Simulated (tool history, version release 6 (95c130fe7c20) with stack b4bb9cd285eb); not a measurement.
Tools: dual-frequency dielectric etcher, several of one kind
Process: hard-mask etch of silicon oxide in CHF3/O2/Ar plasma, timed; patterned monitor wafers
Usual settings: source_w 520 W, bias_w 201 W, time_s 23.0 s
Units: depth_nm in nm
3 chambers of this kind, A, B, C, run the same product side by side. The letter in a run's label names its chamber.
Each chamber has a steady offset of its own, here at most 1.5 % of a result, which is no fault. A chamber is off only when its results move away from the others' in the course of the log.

run   hour  source_w  bias_w  time_s  hours since the last wet clean  hours since the last source power generator calibration  hours since the last bias power generator calibration  read-back reference wafer on the same gauge, depth_nm  depth_nm
 1A    2.5       520     201    23.0                           339.2                                                    878.6                                                 1852.7                                                 51.991    44.736
 2C    6.7       520     201    23.0                           487.5                                                   3399.2                                                  913.0                                                 51.963    44.421
 3B   11.1       520     201    23.0                           404.8                                                   2185.7                                                 1191.5                                                 51.996    45.548
 4A   15.1       520     201    23.0                           351.8                                                    891.2                                                 1865.3                                                 51.968    44.739
 5B   18.4       520     201    23.0                           412.1                                                   2193.0                                                 1198.8                                                 51.969    45.245
 6C   21.4       520     201    23.0                           502.2                                                   3413.9                                                  927.7                                                 52.003    44.707
 7C   23.9       520     201    23.0                           504.7                                                   3416.4                                                  930.2                                                 52.021    44.691
 8A   26.3       520     201    23.0                           363.0                                                    902.4                                                 1876.5                                                 51.985    44.971
 9B   29.4       520     201    23.0                           423.1                                                   2204.0                                                 1209.8                                                 51.993    45.212
10A   32.5       520     201    20.0                           369.2                                                    908.6                                                 1882.7                                                 52.002    38.798
11C   35.4       520     201    20.0                           516.2                                                   3427.9                                                  941.7                                                 51.986    38.973
12B   39.9       520     201    20.0                           433.6                                                   2214.5                                                 1220.3                                                 52.004    39.409
13C   44.5       520     201    23.0                           525.3                                                   3437.0                                                  950.8                                                 52.034    44.643
      45.0  -- chamber C: wet clean of the chamber
14B   48.2       520     201    23.0                           441.9                                                   2222.8                                                 1228.6                                                 51.983    45.276
15A   51.0       520     201    23.0                           387.7                                                    927.1                                                 1901.2                                                 52.020    44.872
16A   53.8       520     201    23.0                           390.5                                                    929.9                                                 1904.0                                                 52.028    45.010
17B   57.5       460     201    23.0                           451.2                                                   2232.1                                                 1237.9                                                 52.010    43.110
18C   61.9       460     201    23.0                            16.9                                                   3454.4                                                  968.2                                                 51.988    42.548
19B   64.9       460     201    23.0                           458.6                                                   2239.5                                                 1245.3                                                 51.968    43.136
20C   68.0       520     201    23.0                            23.0                                                   3460.5                                                  974.3                                                 51.982    44.669
21A   72.7       520     201    23.0                           409.4                                                    948.8                                                 1922.9                                                 51.968    44.827
22A   76.3       520     201    23.0                           413.0                                                    952.4                                                 1926.5                                                 52.012    44.994
23B   81.2       520     201    23.0                           474.9                                                   2255.8                                                 1261.6                                                 51.995    45.285
24C   84.9       520     201    23.0                            39.9                                                   3477.4                                                  991.2                                                 51.970    44.579
25B   88.9       520     201    23.0                           482.6                                                   2263.5                                                 1269.3                                                 51.990    45.502
26A   92.2       520     201    23.0                           428.9                                                    968.3                                                 1942.4                                                 52.003    44.978
27C   96.6       520     216    23.0                            51.6                                                   3489.1                                                 1002.9                                                 52.003    45.930
28A  101.4       520     216    23.0                           438.1                                                    977.5                                                 1951.6                                                 52.029    45.937
29B  105.8       520     216    23.0                           499.5                                                   2280.4                                                 1286.2                                                 52.034    46.704
30C  108.7       520     201    23.0                            63.7                                                   3501.2                                                 1015.0                                                 52.011    44.809
31B  113.5       520     201    23.0                           507.2                                                   2288.1                                                 1293.9                                                 51.958    45.330
32C  117.1       520     201    23.0                            72.1                                                   3509.6                                                 1023.4                                                 52.010    44.694
33A  120.5       440     201    23.0                           457.2                                                    996.6                                                 1970.7                                                 51.998    42.253
34A  123.3       440     201    23.0                           460.0                                                    999.4                                                 1973.5                                                 52.005    42.067

Next, every chamber runs the same settings. What will each give?
35A  126.9       520     201    29.5                                                                                                                                                                                                                ?
35B  126.9       520     201    29.5                                                                                                                                                                                                                ?
35C  126.9       520     201    29.5                                                                                                                                                                                                                ?

run  depth_nm
35A    57.641
35B    58.030
35C    57.431
